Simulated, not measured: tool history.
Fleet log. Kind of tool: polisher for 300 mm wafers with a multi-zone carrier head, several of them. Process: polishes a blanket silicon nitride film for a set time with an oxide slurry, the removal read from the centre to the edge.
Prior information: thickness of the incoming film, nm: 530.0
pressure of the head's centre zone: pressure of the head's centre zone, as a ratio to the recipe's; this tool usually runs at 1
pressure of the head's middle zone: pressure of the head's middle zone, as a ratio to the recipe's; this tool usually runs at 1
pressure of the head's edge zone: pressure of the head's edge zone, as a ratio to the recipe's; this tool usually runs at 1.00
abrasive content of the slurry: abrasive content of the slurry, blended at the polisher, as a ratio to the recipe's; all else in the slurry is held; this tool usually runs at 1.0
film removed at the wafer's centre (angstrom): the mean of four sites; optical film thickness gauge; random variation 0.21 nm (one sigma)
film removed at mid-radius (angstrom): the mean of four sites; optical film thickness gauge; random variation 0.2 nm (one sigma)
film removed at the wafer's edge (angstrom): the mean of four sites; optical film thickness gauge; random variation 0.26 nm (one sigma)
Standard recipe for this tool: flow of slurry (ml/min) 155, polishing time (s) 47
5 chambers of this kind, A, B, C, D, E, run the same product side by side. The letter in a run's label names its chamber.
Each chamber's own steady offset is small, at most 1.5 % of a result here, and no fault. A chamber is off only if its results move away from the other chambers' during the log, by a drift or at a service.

| run | hour | flow of slurry (ml/min) | pressure of the head's centre zone | pressure of the head's middle zone | pressure of the head's edge zone | abrasive content of the slurry | polishing time (s) | wafers polished on this pad | hours since the slurry nozzle was cleaned | hours since the centre zone pressure was calibrated | hours since the edge zone pressure was calibrated | film removed at the wafer's centre (angstrom) | film removed at mid-radius (angstrom) | film removed at the wafer's edge (angstrom) |
|---|---|---|---|---|---|---|---|---|---|---|---|---|---|---|
| 1B | 10.6 | 155 | 1 | 1 | 1.00 | 1.0 | 47 | 857 | 114.5 | 889.5 | 392.1 | 233.05 | 234.60 | 236.32 |
|  | 15.7 | chamber E: worn pad replaced by a new one |
| 2D | 23.6 | 155 | 1 | 1 | 1.00 | 1.0 | 47 | 639 | 254.6 | 848.0 | 228.0 | 235.79 | 233.23 | 232.27 |
| 3A | 33.4 | 155 | 1 | 1 | 1.00 | 1.0 | 47 | 545 | 195.3 | 663.9 | 836.8 | 229.90 | 235.32 | 229.44 |
| 4C | 45.7 | 155 | 1 | 1 | 1.00 | 1.0 | 47 | 1333 | 608.3 | 645.4 | 769.2 | 236.10 | 233.87 | 234.67 |
|  | 46.9 | chamber A: worn pad replaced by a new one |
|  | 47.9 | chamber C: worn pad replaced by a new one |
|  | 48.6 | chamber B: worn pad replaced by a new one |
|  | 49.5 | chamber D: worn pad replaced by a new one |
| 5E | 60.3 | 155 | 1 | 1 | 1.00 | 1.0 | 47 | 432 | 312.5 | 1217.5 | 399.4 | 233.99 | 236.37 | 232.42 |
| 6E | 71.3 | 205 | 1 | 1 | 1.00 | 1.0 | 47 | 538 | 323.5 | 1228.5 | 410.4 | 242.83 | 243.58 | 242.17 |
| 7D | 81.8 | 205 | 1 | 1 | 1.00 | 1.0 | 47 | 313 | 312.8 | 906.2 | 286.2 | 247.08 | 243.69 | 242.88 |
| 8B | 90.0 | 205 | 1 | 1 | 1.00 | 1.0 | 47 | 401 | 193.9 | 968.9 | 471.5 | 241.07 | 242.99 | 243.32 |
|  | 90.9 | chamber E: worn pad replaced by a new one |
|  | 95.7 | chamber E: edge zone pressure recalibrated |
| 9C | 100.0 | 205 | 1 | 1 | 1.00 | 1.0 | 47 | 504 | 662.6 | 699.7 | 823.5 | 242.95 | 247.26 | 245.04 |
|  | 106.9 | chamber A: worn pad replaced by a new one |
| 10A | 110.8 | 205 | 1 | 1 | 1.00 | 1.0 | 47 | 37 | 272.7 | 741.3 | 914.2 | 247.84 | 244.98 | 245.11 |
|  | 116.3 | chamber C: slurry nozzle cleaned |
| 11B | 118.7 | 155 | 1 | 1 | 1.00 | 1.0 | 47 | 678 | 222.6 | 997.6 | 500.2 | 238.20 | 234.67 | 232.85 |
| 12E | 128.7 | 155 | 1 | 1 | 1.00 | 1.0 | 47 | 366 | 380.9 | 1285.9 | 33.0 | 231.35 | 235.22 | 232.73 |
|  | 136.0 | chamber D: slurry nozzle cleaned |
| 13A | 137.0 | 155 | 1 | 1 | 1.00 | 1.0 | 47 | 291 | 298.9 | 767.5 | 940.4 | 229.64 | 234.35 | 230.07 |
|  | 141.9 | chamber B: edge zone pressure recalibrated |
| 14D | 147.5 | 155 | 1 | 1 | 1.00 | 1.0 | 47 | 949 | 11.6 | 971.9 | 351.9 | 237.76 | 237.84 | 231.81 |
|  | 153.9 | chamber C: centre zone pressure recalibrated |
| 15C | 159.0 | 155 | 1 | 1 | 1.00 | 1.0 | 47 | 1075 | 42.8 | 5.2 | 882.5 | 235.90 | 232.03 | 231.68 |
|  | 161.8 | chamber E: worn pad replaced by a new one |
|  | 165.0 | chamber D: worn pad replaced by a new one |
| 16C | 170.8 | 130 | 1 | 1 | 0.94 | 1.0 | 47 | 1189 | 54.6 | 17.0 | 894.3 | 225.69 | 226.73 | 218.69 |
|  | 173.5 | chamber A: worn pad replaced by a new one |
|  | 174.9 | chamber B: worn pad replaced by a new one |
| 17E | 178.3 | 130 | 1 | 1 | 0.94 | 1.0 | 47 | 159 | 430.5 | 1335.5 | 82.6 | 227.40 | 228.92 | 223.08 |
| 18A | 190.1 | 130 | 1 | 1 | 0.94 | 1.0 | 47 | 161 | 352.0 | 820.6 | 993.5 | 222.33 | 225.73 | 214.04 |
|  | 195.0 | chamber E: centre zone pressure recalibrated |
|  | 196.6 | chamber C: worn pad replaced by a new one |
| 19B | 200.7 | 130 | 1 | 1 | 0.94 | 1.0 | 47 | 250 | 304.6 | 1079.6 | 58.8 | 223.13 | 230.81 | 219.18 |
| 20D | 210.1 | 130 | 1 | 1 | 0.94 | 1.0 | 47 | 437 | 74.2 | 1034.5 | 414.5 | 227.85 | 224.61 | 219.31 |
| 21B | 217.1 | 155 | 1 | 1 | 1.00 | 1.0 | 47 | 408 | 321.0 | 1096.0 | 75.2 | 235.13 | 235.31 | 232.99 |
| 22E | 230.8 | 155 | 1 | 1 | 1.00 | 1.0 | 47 | 667 | 483.0 | 35.9 | 135.1 | 251.86 | 234.20 | 233.37 |
|  | 232.9 | chamber E: worn pad replaced by a new one |
|  | 234.8 | chamber A: worn pad replaced by a new one |
| 23D | 241.6 | 120 | 1 | 1 | 1.00 | 1.0 | 47 | 741 | 105.7 | 1066.0 | 446.0 | 222.12 | 221.46 | 229.61 |
| 24A | 250.6 | 120 | 1 | 1 | 1.00 | 1.0 | 47 | 153 | 412.5 | 881.1 | 1054.0 | 217.61 | 222.50 | 221.10 |
| 25C | 258.1 | 120 | 1 | 1 | 1.00 | 1.0 | 47 | 595 | 141.9 | 104.3 | 981.6 | 221.19 | 219.70 | 221.61 |
|  | 264.1 | chamber D: worn pad replaced by a new one |
| 26B | 264.7 | 120 | 1 | 1 | 1.00 | 1.0 | 47 | 869 | 368.6 | 1143.6 | 122.8 | 217.37 | 217.15 | 221.74 |
| 27A | 272.0 | 120 | 1 | 1 | 1.00 | 1.0 | 47 | 360 | 433.9 | 902.5 | 1075.4 | 221.55 | 222.59 | 224.38 |
| 28C | 278.6 | 155 | 1 | 1 | 1.00 | 1.0 | 47 | 794 | 162.4 | 124.8 | 1002.1 | 233.92 | 229.45 | 233.53 |
| 29E | 287.8 | 155 | 1 | 1 | 1.00 | 1.0 | 47 | 531 | 540.0 | 92.9 | 192.1 | 248.15 | 238.94 | 231.87 |
|  | 297.3 | chamber A: worn pad replaced by a new one |
| 30D | 301.1 | 155 | 1 | 1 | 1.00 | 1.0 | 47 | 359 | 165.2 | 1125.5 | 505.5 | 238.06 | 232.28 | 235.95 |
|  | 303.5 | chamber B: worn pad replaced by a new one |
| 31E | 309.0 | 155 | 1 | 1 | 1.00 | 1.0 | 47 | 736 | 561.2 | 114.1 | 213.3 | 251.01 | 235.80 | 232.05 |
|  | 312.3 | chamber A: slurry nozzle cleaned |
| 32C | 318.4 | 155 | 1 | 1 | 1.00 | 1.0 | 47 | 1179 | 202.2 | 164.6 | 1041.9 | 233.61 | 235.04 | 231.56 |
| 33D | 326.1 | 155 | 1 | 1 | 1.00 | 1.0 | 47 | 600 | 190.2 | 1150.5 | 530.5 | 238.16 | 230.27 | 231.53 |
| 34A | 337.6 | 155 | 1 | 1 | 1.00 | 0.9 | 47 | 390 | 25.4 | 968.1 | 1141.0 | 219.02 | 223.04 | 218.11 |
| 35B | 346.5 | 155 | 1 | 1 | 1.00 | 0.9 | 47 | 416 | 450.4 | 1225.4 | 204.6 | 220.21 | 222.56 | 221.49 |

Is one chamber out of step, is the gauge drifting, or do the chambers differ by no more than their own small offsets? For an off chamber, give its letter and the likeliest cause.

The work done on chamber E during a service left it standing apart from the others.
Likeliest cause: centre zone's pressure above its setpoint, % = 6.94.

Chamber E could run next with any of the 4 candidate recipes listed below; each alters the usual settings, and their results appear as question marks. Which one brings its results back in line with what the other chambers deliver on the usual settings?
Allowed miss from the other chambers' usual-settings mean, per result, to count as in line: film removed at the wafer's centre (angstrom) 7.40; film removed at mid-radius (angstrom) 7.20; film removed at the wafer's edge (angstrom) 9.10
| 36E-1 | 357.0 | 160 | 1.05 | 0.99 | 0.98 | 1.0 | 47 |  |  |  |  | ? | ? | ? |
| 36E-2 | 357.0 | 150 | 0.95 | 1.01 | 1.02 | 1.0 | 47 |  |  |  |  | ? | ? | ? |
| 36E-3 | 357.0 | 155 | 0.99 | 1.00 | 1.00 | 1.0 | 47 |  |  |  |  | ? | ? | ? |
| 36E-4 | 357.0 | 155 | 1.01 | 1.00 | 1.00 | 1.0 | 47 |  |  |  |  | ? | ? | ? |

Mean of the other chambers on the usual settings: film removed at the wafer's centre (angstrom) 234.13; film removed at mid-radius (angstrom) 233.77; film removed at the wafer's edge (angstrom) 233.35
| run | film removed at the wafer's centre (angstrom) | film removed at mid-radius (angstrom) | film removed at the wafer's edge (angstrom) |
|---|---|---|---|
| 36E-1 | 267.30 | 233.88 | 234.05 |
| 36E-2 | 236.66 | 235.53 | 236.89 |
| 36E-3 | 249.22 | 234.77 | 235.52 |
| 36E-4 | 254.67 | 234.74 | 235.52 |
Change 36E-2 lands the chamber within the allowed miss of the other chambers.
